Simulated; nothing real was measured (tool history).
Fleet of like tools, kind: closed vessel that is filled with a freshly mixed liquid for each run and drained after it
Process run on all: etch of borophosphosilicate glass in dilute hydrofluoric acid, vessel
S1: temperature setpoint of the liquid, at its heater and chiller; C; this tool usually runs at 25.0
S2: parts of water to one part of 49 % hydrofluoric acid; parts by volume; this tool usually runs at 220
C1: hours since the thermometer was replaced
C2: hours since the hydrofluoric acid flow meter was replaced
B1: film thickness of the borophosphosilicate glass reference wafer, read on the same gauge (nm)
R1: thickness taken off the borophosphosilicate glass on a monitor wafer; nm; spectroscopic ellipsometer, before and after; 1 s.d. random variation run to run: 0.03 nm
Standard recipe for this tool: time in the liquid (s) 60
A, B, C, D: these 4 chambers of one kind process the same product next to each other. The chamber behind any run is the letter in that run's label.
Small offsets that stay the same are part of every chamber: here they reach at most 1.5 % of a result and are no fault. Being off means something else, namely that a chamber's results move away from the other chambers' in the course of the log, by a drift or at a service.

Run 1D, hour 12.1: usual settings; C1 29.1; C2 316.4; B1 80.038. Result: R1 8.6278 nm.
Run 2C, hour 21.3: usual settings; C1 453.1; C2 654.5; B1 80.012. Result: R1 8.6038 nm.
Run 3B, hour 32.8: usual settings; C1 191.4; C2 206.7; B1 79.994. Result: R1 8.6898 nm.
Run 4A, hour 41.9: usual settings; C1 1896.3; C2 113.9; B1 80.011. Result: R1 8.5417 nm.
Run 5A, hour 50.2: usual settings; C1 1904.6; C2 122.2; B1 80.006. Result: R1 8.5698 nm.
Run 6B, hour 56.9: usual settings; C1 215.5; C2 230.8; B1 80.017. Result: R1 8.6315 nm.
Run 7D, hour 67.9: usual settings; C1 84.9; C2 372.2; B1 79.993. Result: R1 8.7188 nm.
Run 8C, hour 75.7: usual settings; C1 507.5; C2 708.9; B1 80.008. Result: R1 8.5873 nm.
Run 9B, hour 83.6: usual settings; C1 242.2; C2 257.5; B1 79.977. Result: R1 8.6610 nm.
Run 10A, hour 89.5: usual settings but S1 27.0 C, time in the liquid (s) 45; C1 1943.9; C2 161.5; B1 79.984. Result: R1 6.8813 nm.
Run 11C, hour 97.6: usual settings but S1 27.0 C, time in the liquid (s) 45; C1 529.4; C2 730.8; B1 80.030. Result: R1 6.9121 nm.
Run 12D, hour 106.6: usual settings but S1 27.0 C, time in the liquid (s) 45; C1 123.6; C2 410.9; B1 79.972. Result: R1 6.9070 nm.
Run 13B, hour 117.4: usual settings but S1 27.0 C, time in the liquid (s) 45; C1 276.0; C2 291.3; B1 79.991. Result: R1 6.9753 nm.
Run 14D, hour 124.5: usual settings; C1 141.5; C2 428.8; B1 79.981. Result: R1 8.6274 nm.
Run 15C, hour 137.4: usual settings; C1 569.2; C2 770.6; B1 79.991. Result: R1 8.5875 nm.
Run 16A, hour 147.8: usual settings; C1 2002.2; C2 219.8; B1 79.989. Result: R1 8.6157 nm.
Run 17D, hour 160.8: usual settings; C1 177.8; C2 465.1; B1 80.009. Result: R1 8.6420 nm.
Run 18B, hour 173.1: usual settings; C1 331.7; C2 347.0; B1 79.962. Result: R1 8.6292 nm.
At hour 179.3: chamber D: hydrofluoric acid flow meter replaced.
Run 19A, hour 182.3: usual settings; C1 2036.7; C2 254.3; B1 80.006. Result: R1 8.5736 nm.
Run 20C, hour 189.0: usual settings; C1 620.8; C2 822.2; B1 80.005. Result: R1 8.7517 nm.
Run 21D, hour 195.4: usual settings; C1 212.4; C2 16.2; B1 79.996. Result: R1 8.6203 nm.
Run 22C, hour 206.8: usual settings; C1 638.6; C2 840.0; B1 80.003. Result: R1 8.6948 nm.
Run 23A, hour 215.6: usual settings but S1 23.5 C, S2 130 parts by volume; C1 2070.0; C2 287.6; B1 79.971. Result: R1 15.3650 nm.
Run 24B, hour 227.4: usual settings but S1 23.5 C, S2 130 parts by volume; C1 386.0; C2 401.3; B1 80.025. Result: R1 15.1670 nm.
Run 25C, hour 239.4: usual settings but S1 23.5 C, S2 130 parts by volume; C1 671.2; C2 872.6; B1 79.956. Result: R1 15.5060 nm.
Run 26A, hour 245.6: usual settings but S1 23.5 C, S2 130 parts by volume; C1 2100.0; C2 317.6; B1 79.960. Result: R1 15.3340 nm.
Run 27D, hour 253.8: usual settings; C1 270.8; C2 74.6; B1 79.984. Result: R1 8.6214 nm.
Run 28B, hour 265.4: usual settings but time in the liquid (s) 30; C1 424.0; C2 439.3; B1 79.992. Result: R1 4.3398 nm.
Run 29B, hour 274.2: usual settings but time in the liquid (s) 30; C1 432.8; C2 448.1; B1 80.004. Result: R1 4.3335 nm.
Run 30A, hour 281.6: usual settings but time in the liquid (s) 30; C1 2136.0; C2 353.6; B1 80.018. Result: R1 4.2963 nm.
Run 31D, hour 290.0: usual settings but time in the liquid (s) 30; C1 307.0; C2 110.8; B1 80.029. Result: R1 4.3061 nm.
Run 32C, hour 302.2: usual settings; C1 734.0; C2 935.4; B1 80.019. Result: R1 8.8640 nm.
Run 33D, hour 311.6: usual settings; C1 328.6; C2 132.4; B1 79.999. Result: R1 8.6272 nm.
Run 34B, hour 317.7: usual settings; C1 476.3; C2 491.6; B1 80.011. Result: R1 8.6295 nm.
Run 35C, hour 329.5: usual settings but S1 29.5 C, S2 315 parts by volume; C1 761.3; C2 962.7; B1 79.976. Result: R1 6.5932 nm.
Run 36A, hour 338.6: usual settings but S1 29.5 C, S2 315 parts by volume; C1 2193.0; C2 410.6; B1 80.019. Result: R1 6.2874 nm.
Run 37A, hour 348.2: usual settings but S1 29.5 C, S2 315 parts by volume; C1 2202.6; C2 420.2; B1 80.005. Result: R1 6.2013 nm.

The same settings go to every chamber for the next run, one line per chamber below. Forecast the results for each:
Run 38A, hour 357.6: usual settings. Result: R1 ?.
Run 38B, hour 357.6: usual settings. Result: R1 ?.
Run 38C, hour 357.6: usual settings. Result: R1 ?.
Run 38D, hour 357.6: usual settings. Result: R1 ?.

run      R1
38A  8.5467
38B  8.6297
38C  8.9286
38D  8.6543
